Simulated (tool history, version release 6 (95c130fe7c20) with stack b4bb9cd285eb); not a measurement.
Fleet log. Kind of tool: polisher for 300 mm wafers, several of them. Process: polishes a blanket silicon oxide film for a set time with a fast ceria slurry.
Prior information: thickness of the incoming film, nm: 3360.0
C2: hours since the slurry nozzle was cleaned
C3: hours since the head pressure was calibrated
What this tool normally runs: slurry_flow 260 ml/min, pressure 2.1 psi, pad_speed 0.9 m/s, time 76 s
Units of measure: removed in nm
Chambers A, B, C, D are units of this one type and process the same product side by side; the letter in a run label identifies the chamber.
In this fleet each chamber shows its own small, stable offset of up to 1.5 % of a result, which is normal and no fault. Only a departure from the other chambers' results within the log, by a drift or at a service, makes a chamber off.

-- hour=10.3 chamber C: worn pad replaced by a new one
run 1A hour=16.4 | slurry_flow=260 pressure=2.1 pad_speed=0.9 time=76 | wafers_polished_on_this_pad=438 C2=69.5 C3=166.8 | removed=882.74
run 2D hour=30.5 | slurry_flow=260 pressure=2.1 pad_speed=0.9 time=76 | wafers_polished_on_this_pad=979 C2=187.2 C3=772.2 | removed=871.06
run 3B hour=45.3 | slurry_flow=260 pressure=2.1 pad_speed=0.9 time=76 | wafers_polished_on_this_pad=694 C2=108.1 C3=486.7 | removed=877.78
-- hour=46.2 chamber D: worn pad replaced by a new one
-- hour=52.6 chamber B: worn pad replaced by a new one
run 4C hour=56.4 | slurry_flow=260 pressure=2.1 pad_speed=0.9 time=76 | wafers_polished_on_this_pad=442 C2=78.5 C3=910.5 | removed=851.93
run 5D hour=70.8 | slurry_flow=260 pressure=2.1 pad_speed=0.9 time=76 | wafers_polished_on_this_pad=236 C2=227.5 C3=812.5 | removed=869.46
run 6C hour=84.5 | slurry_flow=260 pressure=2.1 pad_speed=0.9 time=76 | wafers_polished_on_this_pad=712 C2=106.6 C3=938.6 | removed=880.21
run 7B hour=97.1 | slurry_flow=260 pressure=2.1 pad_speed=0.9 time=76 | wafers_polished_on_this_pad=427 C2=159.9 C3=538.5 | removed=865.88
-- hour=101.4 chamber A: worn pad replaced by a new one
run 8A hour=105.6 | slurry_flow=260 pressure=2.1 pad_speed=0.9 time=76 | wafers_polished_on_this_pad=40 C2=158.7 C3=256 | removed=869.38
run 9A hour=115.1 | slurry_flow=260 pressure=2.1 pad_speed=0.9 time=76 | wafers_polished_on_this_pad=131 C2=168.2 C3=265.5 | removed=876
-- hour=121.6 chamber D: head pressure recalibrated
run 10B hour=128.6 | slurry_flow=260 pressure=2.1 pad_speed=0.9 time=76 | wafers_polished_on_this_pad=729 C2=191.4 C3=570 | removed=878.21
-- hour=135.7 chamber B: worn pad replaced by a new one
run 11C hour=140.9 | slurry_flow=260 pressure=2.1 pad_speed=0.9 time=76 | wafers_polished_on_this_pad=1253 C2=163 C3=995 | removed=848.07
run 12D hour=150.6 | slurry_flow=260 pressure=2.1 pad_speed=0.9 time=76 | wafers_polished_on_this_pad=1002 C2=307.3 C3=29.1 | removed=873.54
run 13B hour=162 | slurry_flow=260 pressure=2.1 pad_speed=0.9 time=76 | wafers_polished_on_this_pad=253 C2=224.8 C3=603.4 | removed=869.37
run 14D hour=169.9 | slurry_flow=260 pressure=2.1 pad_speed=0.9 time=76 | wafers_polished_on_this_pad=1187 C2=326.6 C3=48.4 | removed=870.38
-- hour=181.8 chamber A: slurry nozzle cleaned
-- hour=185.2 chamber C: worn pad replaced by a new one
run 15C hour=185.4 | slurry_flow=260 pressure=2.1 pad_speed=0.9 time=76 | wafers_polished_on_this_pad=2 C2=207.5 C3=1039.5 | removed=868.39
-- hour=192.3 chamber D: worn pad replaced by a new one
run 16A hour=195.3 | slurry_flow=260 pressure=2.1 pad_speed=0.9 time=76 | wafers_polished_on_this_pad=901 C2=13.5 C3=345.7 | removed=878.46
run 17A hour=209.9 | slurry_flow=260 pressure=2.1 pad_speed=0.9 time=76 | wafers_polished_on_this_pad=1041 C2=28.1 C3=360.3 | removed=894.8
-- hour=225.1 chamber B: worn pad replaced by a new one
run 18C hour=225.1 | slurry_flow=260 pressure=2.1 pad_speed=0.9 time=76 | wafers_polished_on_this_pad=383 C2=247.2 C3=1079.2 | removed=867.27
-- hour=231.9 chamber A: worn pad replaced by a new one
run 19D hour=238.4 | slurry_flow=260 pressure=2.1 pad_speed=0.64 time=55 | wafers_polished_on_this_pad=442 C2=395.1 C3=116.9 | removed=460.08
run 20B hour=246.6 | slurry_flow=260 pressure=2.1 pad_speed=0.64 time=55 | wafers_polished_on_this_pad=206 C2=309.4 C3=688 | removed=452.16
run 21B hour=260.3 | slurry_flow=260 pressure=2.1 pad_speed=0.64 time=55 | wafers_polished_on_this_pad=338 C2=323.1 C3=701.7 | removed=452.85
run 22C hour=272.7 | slurry_flow=260 pressure=2.1 pad_speed=0.64 time=55 | wafers_polished_on_this_pad=839 C2=294.8 C3=1126.8 | removed=449.59
run 23D hour=286.3 | slurry_flow=260 pressure=2.1 pad_speed=0.9 time=76 | wafers_polished_on_this_pad=902 C2=443 C3=164.8 | removed=868.63
run 24A hour=295.7 | slurry_flow=260 pressure=2.1 pad_speed=0.9 time=76 | wafers_polished_on_this_pad=612 C2=113.9 C3=446.1 | removed=878.42
run 25B hour=309.5 | slurry_flow=260 pressure=2.1 pad_speed=0.9 time=76 | wafers_polished_on_this_pad=810 C2=372.3 C3=750.9 | removed=875.4
run 26C hour=321.1 | slurry_flow=260 pressure=2.1 pad_speed=0.9 time=76 | wafers_polished_on_this_pad=1304 C2=343.2 C3=1175.2 | removed=873.03
-- hour=329.6 chamber D: worn pad replaced by a new one
run 27A hour=336.5 | slurry_flow=260 pressure=2.8 pad_speed=0.9 time=96 | wafers_polished_on_this_pad=1003 C2=154.7 C3=486.9 | removed=1481.2
run 28D hour=346.3 | slurry_flow=260 pressure=2.8 pad_speed=0.9 time=96 | wafers_polished_on_this_pad=160 C2=503 C3=224.8 | removed=1472.9

The same settings go to every chamber for the next run, one line per chamber below. Forecast the results for each:
run 29A hour=358.3 | slurry_flow=260 pressure=2.1 pad_speed=0.9 time=76 | removed=?
run 29B hour=358.3 | slurry_flow=260 pressure=2.1 pad_speed=0.9 time=76 | removed=?
run 29C hour=358.3 | slurry_flow=260 pressure=2.1 pad_speed=0.9 time=76 | removed=?
run 29D hour=358.3 | slurry_flow=260 pressure=2.1 pad_speed=0.9 time=76 | removed=?

run=29A removed=875.16
run=29B removed=867.03
run=29C removed=862.63
run=29D removed=885.64
